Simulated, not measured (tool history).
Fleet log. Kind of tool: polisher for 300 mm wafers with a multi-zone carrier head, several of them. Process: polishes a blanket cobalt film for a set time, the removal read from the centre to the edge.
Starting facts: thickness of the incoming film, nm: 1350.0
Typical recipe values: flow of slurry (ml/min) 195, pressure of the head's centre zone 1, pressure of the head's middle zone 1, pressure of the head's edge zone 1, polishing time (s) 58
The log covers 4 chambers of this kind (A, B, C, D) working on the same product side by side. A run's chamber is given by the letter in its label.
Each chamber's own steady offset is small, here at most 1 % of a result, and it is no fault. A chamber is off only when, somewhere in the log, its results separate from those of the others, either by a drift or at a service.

run	hour	flow of slurry (ml/min)	pressure of the head's centre zone	pressure of the head's middle zone	pressure of the head's edge zone	polishing time (s)	film removed at the wafer's centre (nm)	film removed at mid-radius (nm)	film removed at the wafer's edge (nm)
1D	7.9	195	1	1	1	58	304.95	306.63	304.14
# hour 10.7: chamber A: centre zone pressure recalibrated
2A	21.2	195	1	1	1	58	310.55	312.81	309.05
3C	33.9	195	1	1	1	58	319.08	307.53	310.47
4B	40.7	195	1	1	1	58	307.07	305.69	312.14
# hour 44.1: chamber A: worn pad replaced by a new one
5D	53.6	195	1	1	1	58	300.39	312.19	306.52
# hour 58.1: chamber B: worn pad replaced by a new one
6C	60.8	195	1	1	1	58	319.14	306.69	317.11
# hour 66.8: chamber B: centre zone pressure recalibrated
# hour 68.4: chamber A: edge zone pressure recalibrated
7B	69.4	195	1	1	1	58	308.44	309.94	313.11
# hour 79.7: chamber C: worn pad replaced by a new one
8A	79.8	195	1	1	1	58	312.35	307.25	305.85
9B	94.4	195	1	1	1	58	307.89	304.10	317.10
10A	104.2	195	1	1	1	58	314.90	311.30	313.47
11D	117.7	245	1	1	1	48	261.64	256.25	254.65
12C	132.7	245	1	1	1	48	272.91	262.94	268.67
# hour 144.4: chamber C: slurry nozzle cleaned
13A	147.0	245	1	1	1	48	266.80	265.39	263.32
# hour 154.8: chamber D: worn pad replaced by a new one
14B	159.5	245	1	1	1	48	265.12	258.15	258.95
15C	170.0	195	1	1	1	58	313.11	309.20	311.26
16D	180.5	195	1	1	1	58	299.29	298.30	296.56
# hour 182.8: chamber A: worn pad replaced by a new one
# hour 183.1: chamber C: worn pad replaced by a new one
17D	193.4	195	1	1	1	58	292.41	303.48	299.60
# hour 200.1: chamber D: centre zone pressure recalibrated
18B	202.0	195	1	1	1	58	304.80	306.55	315.60
19A	210.9	195	1	1	1	58	313.50	308.82	312.54
20C	220.5	195	1	1	1	58	314.83	310.98	315.61
21D	228.2	195	1	1	1	58	294.52	302.52	298.75
22B	236.0	195	1	1	1	58	305.51	300.83	311.32
# hour 241.4: chamber B: worn pad replaced by a new one
23C	245.7	195	1	1	1	58	322.11	312.55	310.68
24A	260.0	195	1	1	1	67	356.72	360.20	351.31
# hour 271.2: chamber C: worn pad replaced by a new one
25C	272.4	195	1	1	1	67	366.23	353.47	368.81
26B	284.0	195	1	1	1	67	361.11	354.24	364.82
27D	292.5	195	1	1	1	67	334.60	338.84	331.53
28A	299.8	195	1	1	1	58	309.12	313.07	314.33
29A	314.0	195	1	1	1	58	316.51	307.42	302.86
30B	324.7	195	1	1	1	58	306.28	308.06	310.63
31C	335.3	195	1	1	1	58	312.17	304.73	315.89
32D	348.9	195	1	1	1	58	293.73	288.70	294.59
33C	363.0	195	1	1	1	58	311.51	308.61	313.95
34D	373.4	195	1	1	1	58	276.96	286.00	291.16
35B	383.0	195	1	1	1	58	307.18	304.89	309.81

Is one chamber out of step, is the gauge drifting, or do the chambers differ by no more than their own small offsets? For an off chamber, give its letter and the likeliest cause.

It is chamber D that slowly wanders off from its peers.
What lies behind it: slurry flow missing at the pad, % = 32.8.

Chamber D could run next with any of the 4 candidate recipes listed below; each alters the usual settings, and their results appear as question marks. Which one brings its results back in line with what the other chambers deliver on the usual settings?
In line here means within this much of the mean the other chambers give on the usual settings: film removed at the wafer's centre (nm) 14.00; film removed at mid-radius (nm) 7.00; film removed at the wafer's edge (nm) 13.00
36D-1	394.0	205	1.05	1	0.98	65	?	?	?
36D-2	394.0	200	1.03	1	0.99	62	?	?	?
36D-3	394.0	190	0.97	1	1.01	54	?	?	?
36D-4	394.0	185	0.95	1	1.02	51	?	?	?

Other chambers, usual settings, mean: film removed at the wafer's centre (nm) 311.93; film removed at mid-radius (nm) 307.82; film removed at the wafer's edge (nm) 310.05
run	film removed at the wafer's centre (nm)	film removed at mid-radius (nm)	film removed at the wafer's edge (nm)
36D-1	332.56	321.09	325.24
36D-2	308.88	304.70	310.71
36D-3	248.94	262.50	271.28
36D-4	228.28	246.44	256.44
36D-2 is the one that brings the chamber's results back in line with the other chambers.
